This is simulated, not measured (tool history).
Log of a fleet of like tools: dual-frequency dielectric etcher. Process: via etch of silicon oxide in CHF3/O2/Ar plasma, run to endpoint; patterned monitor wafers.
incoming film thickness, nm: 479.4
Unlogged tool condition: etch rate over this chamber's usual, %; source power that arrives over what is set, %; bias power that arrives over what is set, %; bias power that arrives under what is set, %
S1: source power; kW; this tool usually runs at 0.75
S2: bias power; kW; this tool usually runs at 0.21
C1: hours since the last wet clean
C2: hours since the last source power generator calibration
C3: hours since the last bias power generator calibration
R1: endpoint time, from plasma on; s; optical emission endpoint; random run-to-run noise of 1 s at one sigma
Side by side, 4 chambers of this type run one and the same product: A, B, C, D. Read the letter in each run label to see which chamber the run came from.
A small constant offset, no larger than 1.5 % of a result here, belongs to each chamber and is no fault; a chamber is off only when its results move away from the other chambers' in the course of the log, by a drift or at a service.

| run | hour | S1 | S2 | C1 | C2 | C3 | R1 |
|---|---|---|---|---|---|---|---|
| 1B | 11.1 | 0.75 | 0.21 | 188.1 | 2331.4 | 295.2 | 211.21 |
| 2D | 21.6 | 0.75 | 0.21 | 287.7 | 845.9 | 2973.8 | 209.01 |
| 3A | 30.7 | 0.75 | 0.21 | 194.1 | 976.2 | 3274.6 | 211.06 |
| 4C | 36.8 | 0.75 | 0.21 | 206.4 | 1062.7 | 3082.9 | 214.48 |
| 5A | 44.2 | 0.75 | 0.21 | 207.6 | 989.7 | 3288.1 | 208.9 |
| 6B | 50.3 | 0.59 | 0.21 | 227.3 | 2370.6 | 334.4 | 231.94 |
| 7C | 59.1 | 0.59 | 0.21 | 228.7 | 1085 | 3105.2 | 233.32 |
| 8D | 71.4 | 0.59 | 0.21 | 337.5 | 895.7 | 3023.6 | 232.68 |
| 9B | 79 | 0.59 | 0.21 | 256 | 2399.3 | 363.1 | 231 |
| 10D | 88.7 | 0.75 | 0.21 | 354.8 | 913 | 3040.9 | 209.36 |
| 11A | 98.8 | 0.75 | 0.21 | 262.2 | 1044.3 | 3342.7 | 211.26 |
| 12C | 106.9 | 0.75 | 0.21 | 276.5 | 1132.8 | 3153 | 213.75 |
| 13C | 115.3 | 0.75 | 0.21 | 284.9 | 1141.2 | 3161.4 | 212.43 |
| 14A | 123.3 | 0.75 | 0.21 | 286.7 | 1068.8 | 3367.2 | 209.99 |
| 15B | 130.9 | 0.75 | 0.21 | 307.9 | 2451.2 | 415 | 210.31 |
| 16D | 141.3 | 0.75 | 0.21 | 407.4 | 965.6 | 3093.5 | 210.68 |
| 17C | 152.4 | 0.75 | 0.21 | 322 | 1178.3 | 3198.5 | 212.74 |
|  | 161.4 | chamber C: wet clean of the chamber |
| 18A | 163.4 | 0.82 | 0.191 | 326.8 | 1108.9 | 3407.3 | 209.83 |
|  | 174.9 | chamber C: bias power generator calibrated |
| 19B | 175.8 | 0.82 | 0.191 | 352.8 | 2496.1 | 459.9 | 210.43 |
| 20D | 184.8 | 0.82 | 0.191 | 450.9 | 1009.1 | 3137 | 207.66 |
| 21B | 191.5 | 0.82 | 0.191 | 368.5 | 2511.8 | 475.6 | 208.85 |
| 22C | 198.6 | 0.75 | 0.21 | 37.2 | 1224.5 | 23.8 | 212.86 |
| 23D | 208.4 | 0.75 | 0.21 | 474.5 | 1032.7 | 3160.6 | 206.62 |
| 24A | 215.2 | 0.75 | 0.21 | 378.6 | 1160.7 | 3459.1 | 209.82 |
| 25A | 221.6 | 0.75 | 0.21 | 385 | 1167.1 | 3465.5 | 210.42 |
| 26C | 229.1 | 0.75 | 0.178 | 67.7 | 1255 | 54.3 | 225.13 |
| 27D | 241.1 | 0.75 | 0.178 | 507.2 | 1065.4 | 3193.3 | 217.96 |
| 28B | 250.1 | 0.75 | 0.178 | 427.1 | 2570.4 | 534.2 | 224.78 |
|  | 254 | chamber A: wet clean of the chamber |
| 29B | 255.7 | 0.75 | 0.178 | 432.7 | 2576 | 539.8 | 222.83 |
| 30C | 265.9 | 0.75 | 0.21 | 104.5 | 1291.8 | 91.1 | 213.25 |
| 31D | 272.9 | 0.75 | 0.21 | 539 | 1097.2 | 3225.1 | 204.31 |
| 32A | 279.8 | 0.75 | 0.21 | 25.8 | 1225.3 | 3523.7 | 210.05 |
| 33A | 287.8 | 0.75 | 0.21 | 33.8 | 1233.3 | 3531.7 | 210.67 |
| 34D | 299.6 | 0.75 | 0.21 | 565.7 | 1123.9 | 3251.8 | 206.32 |
| 35C | 308.8 | 0.75 | 0.231 | 147.4 | 1334.7 | 134 | 207.12 |
| 36B | 319 | 0.75 | 0.231 | 496 | 2639.3 | 603.1 | 205.8 |
| 37A | 325.8 | 0.75 | 0.231 | 71.8 | 1271.3 | 3569.7 | 203.16 |
| 38D | 336.2 | 0.75 | 0.231 | 602.3 | 1160.5 | 3288.4 | 196.48 |

All chambers now run identical settings, listed one chamber a line with results as question marks. What results will each chamber show?
| 39A | 345 | 0.75 | 0.21 |  |  |  | ? |
| 39B | 345 | 0.75 | 0.21 |  |  |  | ? |
| 39C | 345 | 0.75 | 0.21 |  |  |  | ? |
| 39D | 345 | 0.75 | 0.21 |  |  |  | ? |

| run | R1 |
|---|---|
| 39A | 210.79 |
| 39B | 210.9 |
| 39C | 213.14 |
| 39D | 202.78 |

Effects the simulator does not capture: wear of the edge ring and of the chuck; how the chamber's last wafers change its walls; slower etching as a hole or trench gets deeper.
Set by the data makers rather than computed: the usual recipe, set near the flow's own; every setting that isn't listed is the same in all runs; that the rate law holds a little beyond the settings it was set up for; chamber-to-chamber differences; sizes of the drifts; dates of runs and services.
